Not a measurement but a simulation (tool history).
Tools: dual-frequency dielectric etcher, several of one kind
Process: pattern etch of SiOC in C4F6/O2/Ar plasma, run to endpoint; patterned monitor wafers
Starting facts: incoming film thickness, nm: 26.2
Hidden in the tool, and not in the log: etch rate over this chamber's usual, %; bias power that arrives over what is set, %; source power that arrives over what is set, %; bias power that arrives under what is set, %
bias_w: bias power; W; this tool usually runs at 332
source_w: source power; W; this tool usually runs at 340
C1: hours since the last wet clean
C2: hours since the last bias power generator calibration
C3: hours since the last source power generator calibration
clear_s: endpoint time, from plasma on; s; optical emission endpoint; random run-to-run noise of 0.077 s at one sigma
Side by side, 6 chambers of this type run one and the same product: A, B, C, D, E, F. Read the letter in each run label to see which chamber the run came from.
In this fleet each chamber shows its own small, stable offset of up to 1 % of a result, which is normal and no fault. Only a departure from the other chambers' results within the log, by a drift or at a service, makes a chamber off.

{"day": 0.212, "done": "chamber F: wet clean of the chamber"}
{"run": "1C", "day": 0.446, "bias_w": 332, "source_w": 340, "C1": 276.4, "C2": 314.3, "C3": 387.5, "clear_s": 10.947}
{"run": "2F", "day": 0.754, "bias_w": 332, "source_w": 340, "C1": 13.1, "C2": 3178.3, "C3": 1180.2, "clear_s": 10.916}
{"run": "3B", "day": 1.042, "bias_w": 332, "source_w": 340, "C1": 377.2, "C2": 1583, "C3": 3948.1, "clear_s": 10.881}
{"run": "4D", "day": 1.458, "bias_w": 332, "source_w": 340, "C1": 354.8, "C2": 3029.5, "C3": 710.5, "clear_s": 10.747}
{"run": "5A", "day": 1.717, "bias_w": 368, "source_w": 340, "C1": 427.9, "C2": 1562.3, "C3": 1335.1, "clear_s": 10.566}
{"day": 1.908, "done": "chamber B: wet clean of the chamber"}
{"run": "6E", "day": 2.046, "bias_w": 368, "source_w": 340, "C1": 61.2, "C2": 1136.9, "C3": 2468.4, "clear_s": 10.383}
{"run": "7A", "day": 2.288, "bias_w": 368, "source_w": 340, "C1": 441.6, "C2": 1576, "C3": 1348.8, "clear_s": 10.518}
{"run": "8C", "day": 2.775, "bias_w": 368, "source_w": 340, "C1": 332.3, "C2": 370.2, "C3": 443.4, "clear_s": 10.683}
{"day": 2.788, "done": "chamber C: wet clean of the chamber"}
{"run": "9E", "day": 3.125, "bias_w": 368, "source_w": 340, "C1": 87.1, "C2": 1162.8, "C3": 2494.3, "clear_s": 10.5}
{"run": "10D", "day": 3.575, "bias_w": 368, "source_w": 340, "C1": 405.6, "C2": 3080.3, "C3": 761.3, "clear_s": 10.383}
{"day": 3.708, "done": "chamber D: wet clean of the chamber"}
{"run": "11B", "day": 4.1, "bias_w": 332, "source_w": 340, "C1": 52.7, "C2": 1656.4, "C3": 4021.5, "clear_s": 10.965}
{"run": "12F", "day": 4.579, "bias_w": 332, "source_w": 340, "C1": 104.9, "C2": 3270.1, "C3": 1272, "clear_s": 10.775}
{"run": "13F", "day": 4.904, "bias_w": 332, "source_w": 340, "C1": 112.7, "C2": 3277.9, "C3": 1279.8, "clear_s": 11.005}
{"run": "14A", "day": 5.288, "bias_w": 332, "source_w": 340, "C1": 513.6, "C2": 1648, "C3": 1420.8, "clear_s": 10.957}
{"run": "15B", "day": 5.696, "bias_w": 373, "source_w": 370, "C1": 91, "C2": 1694.7, "C3": 4059.8, "clear_s": 10.057}
{"run": "16C", "day": 6.175, "bias_w": 373, "source_w": 370, "C1": 81.3, "C2": 451.8, "C3": 525, "clear_s": 10.059}
{"run": "17D", "day": 6.467, "bias_w": 373, "source_w": 370, "C1": 66.2, "C2": 3149.7, "C3": 830.7, "clear_s": 10.141}
{"run": "18E", "day": 6.708, "bias_w": 373, "source_w": 370, "C1": 173.1, "C2": 1248.8, "C3": 2580.3, "clear_s": 9.9455}
{"run": "19E", "day": 7.188, "bias_w": 373, "source_w": 370, "C1": 184.6, "C2": 1260.3, "C3": 2591.8, "clear_s": 9.8746}
{"run": "20C", "day": 7.65, "bias_w": 373, "source_w": 370, "C1": 116.7, "C2": 487.2, "C3": 560.4, "clear_s": 10.133}
{"day": 8.033, "done": "chamber A: wet clean of the chamber"}
{"run": "21B", "day": 8.033, "bias_w": 332, "source_w": 340, "C1": 147.1, "C2": 1750.8, "C3": 4115.9, "clear_s": 10.827}
{"run": "22D", "day": 8.396, "bias_w": 332, "source_w": 340, "C1": 112.5, "C2": 3196, "C3": 877, "clear_s": 11.085}
{"run": "23F", "day": 8.704, "bias_w": 332, "source_w": 340, "C1": 203.9, "C2": 3369.1, "C3": 1371, "clear_s": 10.72}
{"run": "24A", "day": 8.975, "bias_w": 332, "source_w": 340, "C1": 22.7, "C2": 1736.5, "C3": 1509.3, "clear_s": 10.418}
{"run": "25C", "day": 9.246, "bias_w": 332, "source_w": 340, "C1": 155, "C2": 525.5, "C3": 598.7, "clear_s": 10.869}
{"run": "26E", "day": 9.488, "bias_w": 332, "source_w": 340, "C1": 239.8, "C2": 1315.5, "C3": 2647, "clear_s": 10.86}
{"run": "27F", "day": 9.95, "bias_w": 390, "source_w": 340, "C1": 233.8, "C2": 3399, "C3": 1400.9, "clear_s": 10.213}
{"run": "28B", "day": 10.342, "bias_w": 390, "source_w": 340, "C1": 202.5, "C2": 1806.2, "C3": 4171.3, "clear_s": 10.277}
{"run": "29A", "day": 10.65, "bias_w": 390, "source_w": 340, "C1": 62.9, "C2": 1776.7, "C3": 1549.5, "clear_s": 9.8641}
{"run": "30D", "day": 11.012, "bias_w": 390, "source_w": 340, "C1": 175.3, "C2": 3258.8, "C3": 939.8, "clear_s": 10.312}
{"run": "31F", "day": 11.242, "bias_w": 390, "source_w": 340, "C1": 264.8, "C2": 3430, "C3": 1431.9, "clear_s": 10.15}
{"run": "32B", "day": 11.654, "bias_w": 390, "source_w": 340, "C1": 234, "C2": 1837.7, "C3": 4202.8, "clear_s": 10.236}
{"run": "33E", "day": 12.129, "bias_w": 332, "source_w": 340, "C1": 303.2, "C2": 1378.9, "C3": 2710.4, "clear_s": 10.822}
{"run": "34A", "day": 12.558, "bias_w": 332, "source_w": 340, "C1": 108.7, "C2": 1822.5, "C3": 1595.3, "clear_s": 10.482}
{"run": "35C", "day": 13.012, "bias_w": 332, "source_w": 340, "C1": 245.4, "C2": 615.9, "C3": 689.1, "clear_s": 10.982}
{"run": "36D", "day": 13.271, "bias_w": 332, "source_w": 340, "C1": 229.5, "C2": 3313, "C3": 994, "clear_s": 10.845}
{"run": "37A", "day": 13.662, "bias_w": 332, "source_w": 340, "C1": 135.2, "C2": 1849, "C3": 1621.8, "clear_s": 10.297}
{"day": 13.846, "done": "chamber F: bias power generator calibrated"}
{"run": "38F", "day": 13.95, "bias_w": 332, "source_w": 340, "C1": 329.8, "C2": 2.5, "C3": 1496.9, "clear_s": 10.996}
{"run": "39E", "day": 14.35, "bias_w": 332, "source_w": 340, "C1": 356.5, "C2": 1432.2, "C3": 2763.7, "clear_s": 10.739}

All 6 chambers run these settings next. Forecast each chamber's results:
{"run": "40A", "day": 14.733, "bias_w": 332, "source_w": 370, "clear_s": "?"}
{"run": "40B", "day": 14.733, "bias_w": 332, "source_w": 370, "clear_s": "?"}
{"run": "40C", "day": 14.733, "bias_w": 332, "source_w": 370, "clear_s": "?"}
{"run": "40D", "day": 14.733, "bias_w": 332, "source_w": 370, "clear_s": "?"}
{"run": "40E", "day": 14.733, "bias_w": 332, "source_w": 370, "clear_s": "?"}
{"run": "40F", "day": 14.733, "bias_w": 332, "source_w": 370, "clear_s": "?"}

run=40A clear_s=10.146
run=40B clear_s=10.571
run=40C clear_s=10.567
run=40D clear_s=10.503
run=40E clear_s=10.369
run=40F clear_s=10.566
